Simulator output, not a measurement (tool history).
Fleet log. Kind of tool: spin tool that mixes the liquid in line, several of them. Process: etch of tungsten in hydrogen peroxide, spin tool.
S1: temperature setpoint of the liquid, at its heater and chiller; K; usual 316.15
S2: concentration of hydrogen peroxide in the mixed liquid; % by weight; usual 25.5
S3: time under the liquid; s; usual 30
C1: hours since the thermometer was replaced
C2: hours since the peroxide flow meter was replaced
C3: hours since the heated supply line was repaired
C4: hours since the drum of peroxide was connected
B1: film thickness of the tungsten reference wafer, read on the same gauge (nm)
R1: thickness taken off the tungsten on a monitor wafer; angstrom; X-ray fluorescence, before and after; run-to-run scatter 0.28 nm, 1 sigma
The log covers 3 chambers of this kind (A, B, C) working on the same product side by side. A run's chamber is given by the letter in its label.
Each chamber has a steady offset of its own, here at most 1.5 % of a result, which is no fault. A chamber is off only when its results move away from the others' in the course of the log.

run	day	S1	S2	S3	C1	C2	C3	C4	B1	R1
1A	0.338	316.15	25.5	30	864.4	529.9	814.9	132.7	89.998	355.13
# day 0.596: chamber C: heated supply line repaired
2B	0.700	316.15	25.5	30	341.6	642.0	2757.7	616.1	89.986	364.21
3C	0.938	316.15	25.5	30	1574.1	261.6	8.2	150.3	90.010	368.73
4B	1.138	316.15	25.5	30	352.1	652.5	2768.2	626.6	89.987	363.90
5C	1.433	316.15	25.5	30	1586.0	273.5	20.1	162.2	90.012	369.29
6A	1.762	316.15	25.5	30	898.6	564.1	849.1	166.9	90.007	360.24
7A	2.129	316.15	25.5	30	907.4	572.9	857.9	175.7	90.001	364.00
8B	2.517	316.15	25.5	30	385.2	685.6	2801.3	659.7	89.990	366.03
9C	2.708	316.15	25.5	30	1616.6	304.1	50.7	192.8	90.002	365.77
10C	2.971	316.15	25.5	30	1622.9	310.4	57.0	199.1	90.014	367.07
11B	3.246	316.15	25.5	30	402.7	703.1	2818.8	677.2	90.001	367.90
12A	3.558	316.15	25.5	30	941.7	607.2	892.2	210.0	89.992	359.33
13C	3.888	316.15	25.5	30	1644.9	332.4	79.0	221.1	90.017	364.40
14A	4.100	316.15	25.5	30	954.7	620.2	905.2	223.0	90.007	355.93
15B	4.346	316.15	25.5	30	429.1	729.5	2845.2	703.6	89.985	364.69
16B	4.646	316.15	25.5	30	436.3	736.7	2852.4	710.8	90.034	359.86
17C	4.950	316.15	25.5	30	1670.4	357.9	104.5	246.6	89.975	361.09
18A	5.238	316.15	25.5	30	982.0	647.5	932.5	250.3	89.995	363.01
19B	5.438	310.65	25.5	50	455.3	755.7	2871.4	729.8	89.984	415.83
20C	5.846	310.65	25.5	50	1691.9	379.4	126.0	268.1	89.977	424.83
21A	6.100	310.65	25.5	50	1002.7	668.2	953.2	271.0	90.003	423.38
22C	6.288	316.15	25.5	30	1702.5	390.0	136.6	278.7	90.026	361.95
23A	6.475	316.15	25.5	30	1011.7	677.2	962.2	280.0	90.013	360.69
24B	6.762	316.15	25.5	30	487.1	787.5	2903.2	761.6	89.994	362.22
25B	7.121	316.15	25.5	30	495.7	796.1	2911.8	770.2	90.025	363.11
26A	7.412	316.15	25.5	30	1034.2	699.7	984.7	302.5	90.013	358.75
27C	7.671	316.15	25.5	30	1735.7	423.2	169.8	311.9	89.984	362.11
28C	7.858	316.15	25.5	30	1740.2	427.7	174.3	316.4	89.996	365.86
# day 8.012: chamber C: new drum of peroxide connected
29B	8.225	316.15	25.5	30	522.2	822.6	2938.3	796.7	90.015	367.48
30A	8.612	316.15	25.5	30	1063.0	728.5	1013.5	331.3	89.975	359.42
31C	8.846	316.15	25.5	30	1763.9	451.4	198.0	20.1	90.012	360.09
32A	9.171	316.15	25.5	30	1076.4	741.9	1026.9	344.7	89.987	358.61
33B	9.600	316.15	25.5	30	555.2	855.6	2971.3	829.7	89.976	365.42
34A	9.838	316.15	25.5	30	1092.4	757.9	1042.9	360.7	90.011	361.74
35B	10.192	316.15	25.5	30	569.4	869.8	2985.5	843.9	89.975	362.60
36C	10.450	316.15	25.5	30	1802.4	489.9	236.5	58.6	90.014	356.84
37A	10.712	316.15	25.5	30	1113.4	778.9	1063.9	381.7	89.996	363.81
38B	10.942	316.15	25.5	30	587.4	887.8	3003.5	861.9	90.014	363.14
39C	11.242	316.15	25.5	30	1821.4	508.9	255.5	77.6	90.016	362.83

Next, all 3 chambers run the settings below, one line each with question marks for the results. What does each chamber give?
40A	11.546	319.65	25.5	30						?
40B	11.546	319.65	25.5	30						?
40C	11.546	319.65	25.5	30						?

run	R1
40A	447.49
40B	454.87
40C	447.20
